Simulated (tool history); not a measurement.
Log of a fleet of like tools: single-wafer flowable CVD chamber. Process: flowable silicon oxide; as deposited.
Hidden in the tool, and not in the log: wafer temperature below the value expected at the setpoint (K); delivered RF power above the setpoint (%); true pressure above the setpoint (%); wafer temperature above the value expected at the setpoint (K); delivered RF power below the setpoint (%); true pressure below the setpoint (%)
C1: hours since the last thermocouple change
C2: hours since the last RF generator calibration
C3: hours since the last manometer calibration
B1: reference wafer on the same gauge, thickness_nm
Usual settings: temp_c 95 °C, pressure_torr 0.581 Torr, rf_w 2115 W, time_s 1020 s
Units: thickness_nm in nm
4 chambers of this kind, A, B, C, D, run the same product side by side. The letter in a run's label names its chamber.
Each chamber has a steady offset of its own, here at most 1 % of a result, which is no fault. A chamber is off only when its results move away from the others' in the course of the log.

run 1C hour=8.2 | temp_c=95 pressure_torr=0.581 rf_w=2115 time_s=1020 | C1=53.8 C2=14.3 C3=263.7 | B1=553.57 | thickness_nm=474.85
run 2B hour=16.3 | temp_c=95 pressure_torr=0.581 rf_w=2115 time_s=1020 | C1=104.3 C2=671 C3=1126.8 | B1=552.87 | thickness_nm=480.95
run 3A hour=24.3 | temp_c=95 pressure_torr=0.581 rf_w=2115 time_s=1020 | C1=1137.4 C2=481.1 C3=82.6 | B1=553 | thickness_nm=477.57
run 4D hour=34.6 | temp_c=95 pressure_torr=0.581 rf_w=2115 time_s=1020 | C1=1590.3 C2=994.2 C3=911 | B1=553.42 | thickness_nm=478.56
run 5A hour=46.3 | temp_c=95 pressure_torr=0.581 rf_w=2115 time_s=1020 | C1=1159.4 C2=503.1 C3=104.6 | B1=552.83 | thickness_nm=477.41
run 6C hour=56.1 | temp_c=95 pressure_torr=0.581 rf_w=2115 time_s=1020 | C1=101.7 C2=62.2 C3=311.6 | B1=553 | thickness_nm=475.73
-- hour=57.7 chamber D: capacitance manometer re-zeroed and calibrated
run 7B hour=63.2 | temp_c=95 pressure_torr=0.581 rf_w=2115 time_s=1020 | C1=151.2 C2=717.9 C3=1173.7 | B1=552.81 | thickness_nm=479.81
run 8D hour=70.3 | temp_c=95 pressure_torr=0.581 rf_w=2115 time_s=1020 | C1=1626 C2=1029.9 C3=12.6 | B1=553.06 | thickness_nm=478.42
run 9B hour=77.9 | temp_c=95 pressure_torr=0.581 rf_w=2115 time_s=1020 | C1=165.9 C2=732.6 C3=1188.4 | B1=553.22 | thickness_nm=477.53
run 10A hour=88.6 | temp_c=95 pressure_torr=0.581 rf_w=2115 time_s=1020 | C1=1201.7 C2=545.4 C3=146.9 | B1=553.25 | thickness_nm=480.44
run 11D hour=95.7 | temp_c=95 pressure_torr=0.581 rf_w=2115 time_s=1020 | C1=1651.4 C2=1055.3 C3=38 | B1=553.09 | thickness_nm=478.97
run 12C hour=107.9 | temp_c=95 pressure_torr=0.581 rf_w=2115 time_s=1020 | C1=153.5 C2=114 C3=363.4 | B1=553.06 | thickness_nm=474.25
run 13D hour=119.1 | temp_c=95 pressure_torr=0.581 rf_w=2115 time_s=1020 | C1=1674.8 C2=1078.7 C3=61.4 | B1=552.93 | thickness_nm=480.95
run 14C hour=125.3 | temp_c=95 pressure_torr=0.581 rf_w=2115 time_s=1020 | C1=170.9 C2=131.4 C3=380.8 | B1=552.89 | thickness_nm=476.18
run 15A hour=133.9 | temp_c=95 pressure_torr=0.581 rf_w=2115 time_s=1020 | C1=1247 C2=590.7 C3=192.2 | B1=553.35 | thickness_nm=480.11
run 16B hour=142.4 | temp_c=95 pressure_torr=0.581 rf_w=2115 time_s=1020 | C1=230.4 C2=797.1 C3=1252.9 | B1=553.49 | thickness_nm=480.48
run 17C hour=153.3 | temp_c=95 pressure_torr=0.581 rf_w=2115 time_s=1020 | C1=198.9 C2=159.4 C3=408.8 | B1=553.27 | thickness_nm=476.78
run 18D hour=160.5 | temp_c=95 pressure_torr=0.581 rf_w=2115 time_s=1020 | C1=1716.2 C2=1120.1 C3=102.8 | B1=553.36 | thickness_nm=476.72
run 19B hour=170.5 | temp_c=95 pressure_torr=0.524 rf_w=2450 time_s=1020 | C1=258.5 C2=825.2 C3=1281 | B1=553.21 | thickness_nm=422.42
run 20A hour=178.1 | temp_c=95 pressure_torr=0.524 rf_w=2450 time_s=1020 | C1=1291.2 C2=634.9 C3=236.4 | B1=553.31 | thickness_nm=424.03
run 21B hour=184.4 | temp_c=95 pressure_torr=0.524 rf_w=2450 time_s=1020 | C1=272.4 C2=839.1 C3=1294.9 | B1=552.96 | thickness_nm=422.36
run 22C hour=194.9 | temp_c=95 pressure_torr=0.524 rf_w=2450 time_s=1020 | C1=240.5 C2=201 C3=450.4 | B1=553.15 | thickness_nm=420.53
run 23A hour=207.4 | temp_c=95 pressure_torr=0.581 rf_w=2115 time_s=1020 | C1=1320.5 C2=664.2 C3=265.7 | B1=553.11 | thickness_nm=478.78
run 24D hour=215.6 | temp_c=95 pressure_torr=0.581 rf_w=2115 time_s=1020 | C1=1771.3 C2=1175.2 C3=157.9 | B1=552.97 | thickness_nm=479.03
run 25C hour=224.8 | temp_c=82 pressure_torr=0.581 rf_w=2115 time_s=910 | C1=270.4 C2=230.9 C3=480.3 | B1=552.79 | thickness_nm=637.32
run 26B hour=231.6 | temp_c=82 pressure_torr=0.581 rf_w=2115 time_s=910 | C1=319.6 C2=886.3 C3=1342.1 | B1=552.65 | thickness_nm=646.81
run 27A hour=238.5 | temp_c=82 pressure_torr=0.581 rf_w=2115 time_s=910 | C1=1351.6 C2=695.3 C3=296.8 | B1=552.77 | thickness_nm=642.49
run 28D hour=247.4 | temp_c=82 pressure_torr=0.581 rf_w=2115 time_s=910 | C1=1803.1 C2=1207 C3=189.7 | B1=552.76 | thickness_nm=637.97
run 29A hour=256.2 | temp_c=95 pressure_torr=0.581 rf_w=2115 time_s=1190 | C1=1369.3 C2=713 C3=314.5 | B1=552.57 | thickness_nm=554.11
run 30D hour=264.8 | temp_c=95 pressure_torr=0.581 rf_w=2115 time_s=1190 | C1=1820.5 C2=1224.4 C3=207.1 | B1=552.95 | thickness_nm=558.2
run 31C hour=273.7 | temp_c=95 pressure_torr=0.581 rf_w=2115 time_s=1190 | C1=319.3 C2=279.8 C3=529.2 | B1=552.71 | thickness_nm=553.74
run 32B hour=280.4 | temp_c=95 pressure_torr=0.581 rf_w=2115 time_s=1190 | C1=368.4 C2=935.1 C3=1390.9 | B1=553.08 | thickness_nm=560.07

Next, every chamber runs the same settings. What will each give?
run 33A hour=289.4 | temp_c=81 pressure_torr=0.581 rf_w=2115 time_s=1020 | thickness_nm=?
run 33B hour=289.4 | temp_c=81 pressure_torr=0.581 rf_w=2115 time_s=1020 | thickness_nm=?
run 33C hour=289.4 | temp_c=81 pressure_torr=0.581 rf_w=2115 time_s=1020 | thickness_nm=?
run 33D hour=289.4 | temp_c=81 pressure_torr=0.581 rf_w=2115 time_s=1020 | thickness_nm=?

run=33A thickness_nm=742.44
run=33B thickness_nm=745.32
run=33C thickness_nm=741.55
run=33D thickness_nm=744.38

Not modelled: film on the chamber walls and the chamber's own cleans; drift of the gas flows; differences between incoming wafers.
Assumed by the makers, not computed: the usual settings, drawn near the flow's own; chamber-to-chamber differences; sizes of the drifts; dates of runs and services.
